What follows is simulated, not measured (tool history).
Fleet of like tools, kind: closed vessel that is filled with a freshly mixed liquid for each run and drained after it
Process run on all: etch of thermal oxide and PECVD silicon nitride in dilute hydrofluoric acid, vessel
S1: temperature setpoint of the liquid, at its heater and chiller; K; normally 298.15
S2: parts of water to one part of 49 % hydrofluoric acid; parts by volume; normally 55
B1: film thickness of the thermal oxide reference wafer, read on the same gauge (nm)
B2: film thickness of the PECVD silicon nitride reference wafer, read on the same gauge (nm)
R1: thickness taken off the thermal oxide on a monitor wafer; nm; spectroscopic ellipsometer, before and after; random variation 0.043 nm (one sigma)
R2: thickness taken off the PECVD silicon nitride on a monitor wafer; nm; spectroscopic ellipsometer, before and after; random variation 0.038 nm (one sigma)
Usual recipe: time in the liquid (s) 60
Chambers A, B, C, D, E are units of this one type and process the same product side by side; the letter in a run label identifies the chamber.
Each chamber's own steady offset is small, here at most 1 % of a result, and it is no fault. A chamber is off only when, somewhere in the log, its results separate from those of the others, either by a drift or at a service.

Run 1D, hour 13.8: usual settings; B1 49.977; B2 120.03. Result: R1 5.3912 nm, R2 1.9860 nm.
Run 2C, hour 25.8: usual settings; B1 49.988; B2 120.00. Result: R1 5.3886 nm, R2 1.9779 nm.
Run 3B, hour 32.8: usual settings; B1 49.939; B2 120.01. Result: R1 5.3161 nm, R2 2.0161 nm.
Run 4A, hour 45.2: usual settings; B1 49.974; B2 119.98. Result: R1 5.2704 nm, R2 1.9623 nm.
Run 5E, hour 56.0: usual settings; B1 49.965; B2 119.99. Result: R1 5.2973 nm, R2 2.0142 nm.
Run 6D, hour 71.6: usual settings; B1 49.985; B2 120.02. Result: R1 5.3794 nm, R2 2.0099 nm.
Run 7B, hour 81.4: usual settings; B1 50.013; B2 119.96. Result: R1 5.3035 nm, R2 1.9186 nm.
Run 8E, hour 90.0: usual settings; B1 49.993; B2 119.99. Result: R1 5.3814 nm, R2 1.9446 nm.
Run 9A, hour 106.0: usual settings; B1 50.046; B2 119.98. Result: R1 5.3922 nm, R2 1.9548 nm.
Run 10C, hour 118.3: usual settings; B1 49.987; B2 120.03. Result: R1 5.3676 nm, R2 2.0057 nm.
Run 11C, hour 130.6: usual settings; B1 49.985; B2 120.01. Result: R1 5.3993 nm, R2 1.9738 nm.
Run 12D, hour 145.3: usual settings; B1 50.003; B2 119.97. Result: R1 5.3826 nm, R2 2.0053 nm.
Run 13B, hour 154.7: usual settings; B1 50.002; B2 120.01. Result: R1 5.4625 nm, R2 2.0027 nm.
Run 14E, hour 167.0: usual settings; B1 50.027; B2 120.03. Result: R1 5.4134 nm, R2 2.0176 nm.
Run 15A, hour 179.0: usual settings but S1 295.65 K, S2 30 parts by volume; B1 50.028; B2 120.00. Result: R1 9.1901 nm, R2 2.9630 nm.
Run 16B, hour 186.3: usual settings but S1 295.65 K, S2 30 parts by volume; B1 50.008; B2 120.00. Result: R1 9.3728 nm, R2 3.0383 nm.
Run 17E, hour 195.2: usual settings but S1 295.65 K, S2 30 parts by volume; B1 50.030; B2 119.97. Result: R1 9.0516 nm, R2 2.9397 nm.
Run 18D, hour 207.3: usual settings but S1 295.65 K, S2 30 parts by volume; B1 50.019; B2 119.97. Result: R1 9.2467 nm, R2 3.0534 nm.
Run 19A, hour 214.6: usual settings but S1 295.65 K, S2 30 parts by volume; B1 50.065; B2 120.00. Result: R1 9.1843 nm, R2 2.9712 nm.
Run 20C, hour 224.5: usual settings; B1 49.980; B2 120.01. Result: R1 5.3776 nm, R2 1.9668 nm.
Run 21D, hour 237.4: usual settings; B1 50.034; B2 120.03. Result: R1 5.3928 nm, R2 1.9734 nm.
Run 22C, hour 250.9: usual settings; B1 49.997; B2 120.01. Result: R1 5.3699 nm, R2 2.0254 nm.
Run 23B, hour 259.1: usual settings; B1 50.016; B2 119.97. Result: R1 5.6101 nm, R2 1.9733 nm.
At hour 274.5: chamber A: thermometer replaced.
Run 24A, hour 274.6: usual settings; B1 50.005; B2 120.03. Result: R1 5.4059 nm, R2 1.9198 nm.
Run 25E, hour 289.8: usual settings; B1 50.018; B2 119.96. Result: R1 5.4108 nm, R2 1.8746 nm.
Run 26A, hour 297.0: usual settings; B1 50.042; B2 119.99. Result: R1 5.4013 nm, R2 1.9825 nm.
Run 27B, hour 304.9: usual settings; B1 50.012; B2 120.01. Result: R1 5.6717 nm, R2 2.0623 nm.
Run 28E, hour 313.1: usual settings; B1 50.004; B2 120.00. Result: R1 5.4204 nm, R2 2.0086 nm.
Run 29C, hour 328.8: usual settings but S2 70 parts by volume, time in the liquid (s) 75; B1 50.050; B2 120.01. Result: R1 5.2365 nm, R2 1.9818 nm.
Run 30D, hour 344.5: usual settings but S2 70 parts by volume, time in the liquid (s) 75; B1 50.040; B2 119.96. Result: R1 5.1770 nm, R2 1.9658 nm.
Run 31B, hour 360.4: usual settings but S2 70 parts by volume, time in the liquid (s) 75; B1 50.012; B2 120.02. Result: R1 5.5957 nm, R2 2.1631 nm.
Run 32A, hour 376.0: usual settings but S2 70 parts by volume, time in the liquid (s) 75; B1 50.047; B2 120.05. Result: R1 5.1134 nm, R2 1.9518 nm.
Run 33E, hour 386.3: usual settings but S2 70 parts by volume, time in the liquid (s) 75; B1 50.009; B2 119.98. Result: R1 5.2708 nm, R2 1.9545 nm.
Run 34C, hour 402.1: usual settings; B1 50.020; B2 120.02. Result: R1 5.4358 nm, R2 1.9463 nm.
Run 35D, hour 414.9: usual settings; B1 49.991; B2 119.95. Result: R1 5.4424 nm, R2 1.9253 nm.
Run 36D, hour 422.9: usual settings; B1 49.997; B2 120.02. Result: R1 5.3639 nm, R2 2.0803 nm.
Run 37B, hour 438.6: usual settings but S1 301.65 K, S2 80 parts by volume; B1 50.014; B2 119.98. Result: R1 4.4341 nm, R2 1.8661 nm.
Run 38E, hour 449.7: usual settings but S1 301.65 K, S2 80 parts by volume; B1 49.958; B2 120.02. Result: R1 4.1125 nm, R2 1.7457 nm.

For the next run the whole fleet of 5 chambers uses the same settings. Give each chamber's results:
Run 39A, hour 461.2: usual settings but S2 75 parts by volume. Result: R1 ?, R2 ?.
Run 39B, hour 461.2: usual settings but S2 75 parts by volume. Result: R1 ?, R2 ?.
Run 39C, hour 461.2: usual settings but S2 75 parts by volume. Result: R1 ?, R2 ?.
Run 39D, hour 461.2: usual settings but S2 75 parts by volume. Result: R1 ?, R2 ?.
Run 39E, hour 461.2: usual settings but S2 75 parts by volume. Result: R1 ?, R2 ?.

run      R1      R2
39A  3.8010  1.4685
39B  4.1830  1.6191
39C  3.8435  1.4424
39D  3.8357  1.4351
39E  3.8551  1.5329

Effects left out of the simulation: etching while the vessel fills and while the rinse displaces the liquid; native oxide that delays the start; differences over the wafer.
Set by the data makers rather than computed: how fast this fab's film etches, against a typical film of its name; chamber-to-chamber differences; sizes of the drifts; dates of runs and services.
